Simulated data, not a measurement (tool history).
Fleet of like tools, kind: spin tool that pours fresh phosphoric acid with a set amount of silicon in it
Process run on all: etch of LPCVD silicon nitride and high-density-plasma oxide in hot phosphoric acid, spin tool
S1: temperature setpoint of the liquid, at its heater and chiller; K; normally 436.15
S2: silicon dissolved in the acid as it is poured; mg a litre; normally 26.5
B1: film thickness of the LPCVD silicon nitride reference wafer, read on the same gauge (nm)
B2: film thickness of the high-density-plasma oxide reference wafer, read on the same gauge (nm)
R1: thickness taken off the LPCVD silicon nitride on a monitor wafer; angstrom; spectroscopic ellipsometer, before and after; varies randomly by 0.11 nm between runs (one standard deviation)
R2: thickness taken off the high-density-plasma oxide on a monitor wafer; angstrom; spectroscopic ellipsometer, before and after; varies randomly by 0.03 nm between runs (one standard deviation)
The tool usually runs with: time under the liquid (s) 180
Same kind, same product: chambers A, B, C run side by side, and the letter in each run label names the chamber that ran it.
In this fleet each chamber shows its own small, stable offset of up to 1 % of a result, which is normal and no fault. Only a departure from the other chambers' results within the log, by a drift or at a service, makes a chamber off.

run 1C day=0.321 | S1=436.15 S2=26.5 time_under_the_liquid_(s)=180 | B1=89.985 B2=130.00 | R1=173.710 R2=3.4260
run 2A day=0.567 | S1=436.15 S2=26.5 time_under_the_liquid_(s)=180 | B1=90.018 B2=130.00 | R1=175.550 R2=3.0229
run 3B day=1.062 | S1=436.15 S2=26.5 time_under_the_liquid_(s)=180 | B1=89.979 B2=130.00 | R1=173.390 R2=2.6564
run 4B day=1.312 | S1=436.15 S2=26.5 time_under_the_liquid_(s)=180 | B1=89.992 B2=130.00 | R1=172.080 R2=3.3812
run 5A day=1.829 | S1=436.15 S2=26.5 time_under_the_liquid_(s)=180 | B1=90.009 B2=129.98 | R1=175.890 R2=3.0356
run 6C day=2.167 | S1=436.15 S2=26.5 time_under_the_liquid_(s)=180 | B1=90.018 B2=130.01 | R1=173.490 R2=2.5385
run 7B day=2.629 | S1=436.15 S2=26.5 time_under_the_liquid_(s)=180 | B1=90.025 B2=130.01 | R1=174.200 R2=2.9130
-- day=2.962 chamber B: thermometer replaced
run 8A day=3.108 | S1=436.15 S2=26.5 time_under_the_liquid_(s)=180 | B1=90.024 B2=130.00 | R1=179.290 R2=3.2050
run 9C day=3.579 | S1=436.15 S2=26.5 time_under_the_liquid_(s)=180 | B1=90.026 B2=130.01 | R1=176.790 R2=3.4025
run 10B day=3.950 | S1=436.15 S2=26.5 time_under_the_liquid_(s)=180 | B1=90.006 B2=130.01 | R1=173.570 R2=3.3277
run 11A day=4.229 | S1=436.15 S2=26.5 time_under_the_liquid_(s)=180 | B1=90.003 B2=129.98 | R1=180.120 R2=2.9642
run 12C day=4.721 | S1=436.15 S2=26.5 time_under_the_liquid_(s)=180 | B1=90.008 B2=130.00 | R1=174.200 R2=3.1264
run 13C day=4.979 | S1=436.15 S2=26.5 time_under_the_liquid_(s)=180 | B1=90.013 B2=129.99 | R1=175.250 R2=2.8394
run 14B day=5.333 | S1=436.15 S2=26.5 time_under_the_liquid_(s)=180 | B1=89.988 B2=130.02 | R1=173.130 R2=2.8267
run 15A day=5.629 | S1=436.15 S2=26.5 time_under_the_liquid_(s)=85 | B1=89.986 B2=129.99 | R1=86.542 R2=1.4401
run 16A day=6.167 | S1=436.15 S2=26.5 time_under_the_liquid_(s)=85 | B1=90.014 B2=130.00 | R1=85.915 R2=1.8697
run 17C day=6.600 | S1=436.15 S2=26.5 time_under_the_liquid_(s)=85 | B1=89.991 B2=129.98 | R1=83.238 R2=1.4071
run 18B day=7.033 | S1=436.15 S2=26.5 time_under_the_liquid_(s)=180 | B1=90.006 B2=129.99 | R1=172.120 R2=3.1887
run 19C day=7.567 | S1=436.15 S2=26.5 time_under_the_liquid_(s)=180 | B1=90.029 B2=130.01 | R1=175.450 R2=2.7921
run 20A day=7.829 | S1=436.15 S2=26.5 time_under_the_liquid_(s)=180 | B1=90.037 B2=129.98 | R1=184.630 R2=3.6354
run 21B day=8.204 | S1=436.15 S2=26.5 time_under_the_liquid_(s)=180 | B1=89.990 B2=129.97 | R1=175.190 R2=2.8827
run 22B day=8.562 | S1=436.15 S2=26.5 time_under_the_liquid_(s)=180 | B1=90.047 B2=130.01 | R1=173.090 R2=3.2979

Which is it: a chamber that has drifted or been left off by a service, a gauge drift common to all chambers, or only each chamber's usual small offset? If a chamber is off, name it and its likeliest cause.

Chamber A drifts away from the others.
Likeliest cause: liquid hotter than its thermometer reads (K) = 1.38.

Here are 4 candidates for chamber A's next run, each the usual settings with a change, their results left as question marks. Which one brings its results back in line with what the others give on the usual settings?
Counts as in line when no further than this from what the other chambers average on the usual settings: R1 3.700 angstrom; R2 1.1000 angstrom
run 23A-1 day=8.954 | S1=436.15 S2=25.5 time_under_the_liquid_(s)=190 | R1=? R2=?
run 23A-2 day=8.954 | S1=436.15 S2=27.5 time_under_the_liquid_(s)=170 | R1=? R2=?
run 23A-3 day=8.954 | S1=436.15 S2=27.0 time_under_the_liquid_(s)=175 | R1=? R2=?
run 23A-4 day=8.954 | S1=436.15 S2=26.0 time_under_the_liquid_(s)=185 | R1=? R2=?

Average result of the remaining chambers running the usual settings: R1 174.080 angstrom; R2 3.0685 angstrom
run=23A-1 R1=195.130 R2=3.7662
run=23A-2 R1=174.590 R2=3.1413
run=23A-3 R1=179.730 R2=3.2925
run=23A-4 R1=190.000 R2=3.6049
23A-2 brings the chamber back in line.

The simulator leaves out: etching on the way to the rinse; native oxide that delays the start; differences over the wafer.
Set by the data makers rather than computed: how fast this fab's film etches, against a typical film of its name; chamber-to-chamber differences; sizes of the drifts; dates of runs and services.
